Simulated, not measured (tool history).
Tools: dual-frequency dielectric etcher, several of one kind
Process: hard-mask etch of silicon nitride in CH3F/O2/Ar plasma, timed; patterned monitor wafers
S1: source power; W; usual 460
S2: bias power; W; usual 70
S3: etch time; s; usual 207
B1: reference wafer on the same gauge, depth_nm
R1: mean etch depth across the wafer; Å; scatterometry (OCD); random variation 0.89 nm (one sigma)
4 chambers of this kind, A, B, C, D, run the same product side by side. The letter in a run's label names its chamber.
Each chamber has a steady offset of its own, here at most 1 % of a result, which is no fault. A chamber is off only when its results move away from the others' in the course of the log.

Run 1D, day 0.292: usual settings; B1 135.06. Result: R1 1534.5 Å.
At day 0.583: chamber D: wet clean of the chamber.
Run 2B, day 0.612: usual settings; B1 135.15. Result: R1 1504.9 Å.
Run 3A, day 1: usual settings; B1 135.02. Result: R1 1540.3 Å.
Run 4C, day 1.271: usual settings; B1 134.9. Result: R1 1524 Å.
Run 5C, day 1.617: usual settings; B1 135.18. Result: R1 1511.9 Å.
Run 6B, day 1.992: usual settings but S2 83 W; B1 134.99. Result: R1 1594.3 Å.
Run 7D, day 2.412: usual settings but S2 83 W; B1 134.84. Result: R1 1626.1 Å.
Run 8A, day 2.925: usual settings but S2 83 W; B1 135.18. Result: R1 1631.6 Å.
Run 9C, day 3.158: usual settings but S2 83 W; B1 134.96. Result: R1 1619.8 Å.
Run 10D, day 3.683: usual settings; B1 134.99. Result: R1 1531.9 Å.
Run 11B, day 4.042: usual settings; B1 134.98. Result: R1 1517 Å.
Run 12A, day 4.317: usual settings; B1 135.06. Result: R1 1536.4 Å.
Run 13A, day 4.621: usual settings but S1 550 W; B1 134.92. Result: R1 1633.5 Å.
Run 14B, day 4.925: usual settings but S1 550 W; B1 134.97. Result: R1 1604.4 Å.
Run 15D, day 5.296: usual settings but S1 550 W; B1 135.02. Result: R1 1627 Å.
Run 16C, day 5.721: usual settings but S1 550 W; B1 135.23. Result: R1 1641.9 Å.
Run 17A, day 6.158: usual settings but S1 560 W, S3 228.5 s; B1 135.09. Result: R1 1819.4 Å.
Run 18C, day 6.554: usual settings but S1 560 W, S3 228.5 s; B1 135.13. Result: R1 1813.7 Å.
Run 19B, day 6.962: usual settings but S1 560 W, S3 228.5 s; B1 135.24. Result: R1 1774.6 Å.
Run 20D, day 7.417: usual settings but S1 560 W, S3 228.5 s; B1 135. Result: R1 1809.1 Å.
Run 21D, day 7.938: usual settings; B1 134.96. Result: R1 1537.3 Å.
Run 22A, day 8.283: usual settings; B1 134.89. Result: R1 1518.9 Å.
Run 23B, day 8.771: usual settings; B1 134.68. Result: R1 1486.9 Å.
Run 24C, day 9.112: usual settings but S3 188.5 s; B1 134.88. Result: R1 1387.7 Å.
Run 25D, day 9.467: usual settings but S3 188.5 s; B1 135.01. Result: R1 1375.4 Å.
Run 26B, day 9.958: usual settings but S3 188.5 s; B1 135.22. Result: R1 1349.1 Å.
Run 27C, day 10.488: usual settings but S3 188.5 s; B1 134.94. Result: R1 1400.3 Å.
Run 28A, day 10.938: usual settings; B1 134.96. Result: R1 1528.2 Å.
Run 29A, day 11.362: usual settings; B1 135.1. Result: R1 1523.6 Å.
Run 30D, day 11.708: usual settings; B1 135.04. Result: R1 1511.5 Å.
At day 11.825: chamber C: wet clean of the chamber.
Run 31B, day 12.067: usual settings but S2 84 W; B1 134.79. Result: R1 1555.1 Å.
Run 32C, day 12.475: usual settings but S2 84 W; B1 134.86. Result: R1 1634.4 Å.
Run 33B, day 12.95: usual settings but S2 84 W; B1 135.05. Result: R1 1563.6 Å.
Run 34A, day 13.246: usual settings but S2 84 W; B1 135.07. Result: R1 1632.7 Å.
Run 35C, day 13.675: usual settings; B1 135. Result: R1 1508.7 Å.
Run 36D, day 14.196: usual settings; B1 135.15. Result: R1 1530.1 Å.
Run 37A, day 14.433: usual settings; B1 135.23. Result: R1 1508.2 Å.

All 4 chambers run these settings next. Forecast each chamber's results:
Run 38A, day 14.808: usual settings. Result: R1 ?.
Run 38B, day 14.808: usual settings. Result: R1 ?.
Run 38C, day 14.808: usual settings. Result: R1 ?.
Run 38D, day 14.808: usual settings. Result: R1 ?.

run      R1
38A  1521.2
38B  1442.6
38C  1529.4
38D  1539.5
